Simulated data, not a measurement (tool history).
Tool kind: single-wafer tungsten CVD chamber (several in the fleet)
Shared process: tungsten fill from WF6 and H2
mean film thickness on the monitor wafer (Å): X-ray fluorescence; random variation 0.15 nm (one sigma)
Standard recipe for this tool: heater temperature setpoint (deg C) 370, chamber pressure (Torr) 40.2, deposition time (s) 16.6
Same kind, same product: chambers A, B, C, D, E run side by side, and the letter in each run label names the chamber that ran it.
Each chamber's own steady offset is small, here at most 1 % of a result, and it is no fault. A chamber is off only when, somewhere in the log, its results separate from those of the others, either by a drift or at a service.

| run | hour | heater temperature setpoint (deg C) | chamber pressure (Torr) | deposition time (s) | hours since the last thermocouple change | hours since the last manometer calibration | read-back reference wafer on the same gauge, thickness_nm | mean film thickness on the monitor wafer (Å) |
|---|---|---|---|---|---|---|---|---|
| 1D | 13.5 | 370 | 40.2 | 16.6 | 1882.9 | 515.8 | 29.614 | 301.48 |
| 2B | 28.8 | 370 | 40.2 | 16.6 | 868.5 | 1094.2 | 29.64 | 302.35 |
| 3A | 37.4 | 370 | 40.2 | 16.6 | 341.7 | 704 | 29.609 | 304.97 |
| 4E | 45.7 | 370 | 40.2 | 16.6 | 694.2 | 225.9 | 29.633 | 300.3 |
| 5C | 61 | 382 | 31.9 | 16.6 | 822.4 | 437.8 | 29.607 | 349.89 |
| 6A | 69.9 | 382 | 31.9 | 16.6 | 374.2 | 736.5 | 29.613 | 350.36 |
| 7B | 83 | 382 | 31.9 | 16.6 | 922.7 | 1148.4 | 29.596 | 347.08 |
| 8C | 95.1 | 382 | 31.9 | 16.6 | 856.5 | 471.9 | 29.616 | 349.07 |
| 9D | 103.8 | 382 | 31.9 | 16.6 | 1973.2 | 606.1 | 29.553 | 345.7 |
|  | 113.8 | chamber D: thermocouple changed; heater temperature recalibrated |
| 10E | 117.5 | 361 | 34.7 | 16.6 | 766 | 297.7 | 29.569 | 231.26 |
| 11A | 128.3 | 361 | 34.7 | 16.6 | 432.6 | 794.9 | 29.598 | 233.8 |
| 12C | 143.5 | 361 | 34.7 | 16.6 | 904.9 | 520.3 | 29.614 | 235.55 |
| 13B | 158.5 | 361 | 34.7 | 16.6 | 998.2 | 1223.9 | 29.59 | 232.66 |
| 14E | 166 | 361 | 34.7 | 16.6 | 814.5 | 346.2 | 29.617 | 232.71 |
| 15D | 172.7 | 370 | 31.3 | 16.6 | 59 | 675 | 29.605 | 269.33 |
| 16A | 181.6 | 370 | 31.3 | 16.6 | 485.9 | 848.2 | 29.555 | 269.45 |
| 17C | 194.3 | 370 | 31.3 | 16.6 | 955.7 | 571.1 | 29.623 | 272.92 |
| 18D | 201.4 | 370 | 31.3 | 16.6 | 87.7 | 703.7 | 29.617 | 268.45 |
| 19B | 214.9 | 370 | 31.3 | 16.6 | 1054.6 | 1280.3 | 29.578 | 269.4 |
| 20E | 223.5 | 370 | 40.2 | 16.6 | 872 | 403.7 | 29.593 | 303.76 |
| 21E | 234.3 | 370 | 40.2 | 16.6 | 882.8 | 414.5 | 29.596 | 303.46 |
| 22B | 244.8 | 370 | 40.2 | 16.6 | 1084.5 | 1310.2 | 29.608 | 302.95 |
| 23D | 255 | 370 | 40.2 | 16.6 | 141.3 | 757.3 | 29.584 | 301.61 |
| 24A | 262.4 | 370 | 40.2 | 16.6 | 566.7 | 929 | 29.612 | 303.63 |
| 25C | 276.9 | 370 | 40.2 | 16.6 | 1038.3 | 653.7 | 29.603 | 304.88 |
| 26B | 289.4 | 370 | 40.2 | 16.6 | 1129.1 | 1354.8 | 29.601 | 302.9 |
| 27E | 301.8 | 370 | 40.2 | 16.6 | 950.3 | 482 | 29.572 | 303.2 |
| 28A | 310.8 | 370 | 40.2 | 16.6 | 615.1 | 977.4 | 29.591 | 304.54 |
| 29C | 317.7 | 370 | 40.2 | 16.6 | 1079.1 | 694.5 | 29.615 | 304.55 |
| 30D | 328.7 | 370 | 32.1 | 15 | 215 | 831 | 29.577 | 246.25 |
| 31B | 337.6 | 370 | 32.1 | 15 | 1177.3 | 1403 | 29.588 | 246.14 |
| 32C | 348.7 | 370 | 32.1 | 15 | 1110.1 | 725.5 | 29.582 | 247.01 |

Predict what each chamber gives when all 5 of them run the settings below next.
| 33A | 359.7 | 361 | 40.2 | 16.6 |  |  |  | ? |
| 33B | 359.7 | 361 | 40.2 | 16.6 |  |  |  | ? |
| 33C | 359.7 | 361 | 40.2 | 16.6 |  |  |  | ? |
| 33D | 359.7 | 361 | 40.2 | 16.6 |  |  |  | ? |
| 33E | 359.7 | 361 | 40.2 | 16.6 |  |  |  | ? |

| run | mean film thickness on the monitor wafer (Å) |
|---|---|
| 33A | 250.74 |
| 33B | 249.62 |
| 33C | 253.95 |
| 33D | 249.32 |
| 33E | 245.02 |

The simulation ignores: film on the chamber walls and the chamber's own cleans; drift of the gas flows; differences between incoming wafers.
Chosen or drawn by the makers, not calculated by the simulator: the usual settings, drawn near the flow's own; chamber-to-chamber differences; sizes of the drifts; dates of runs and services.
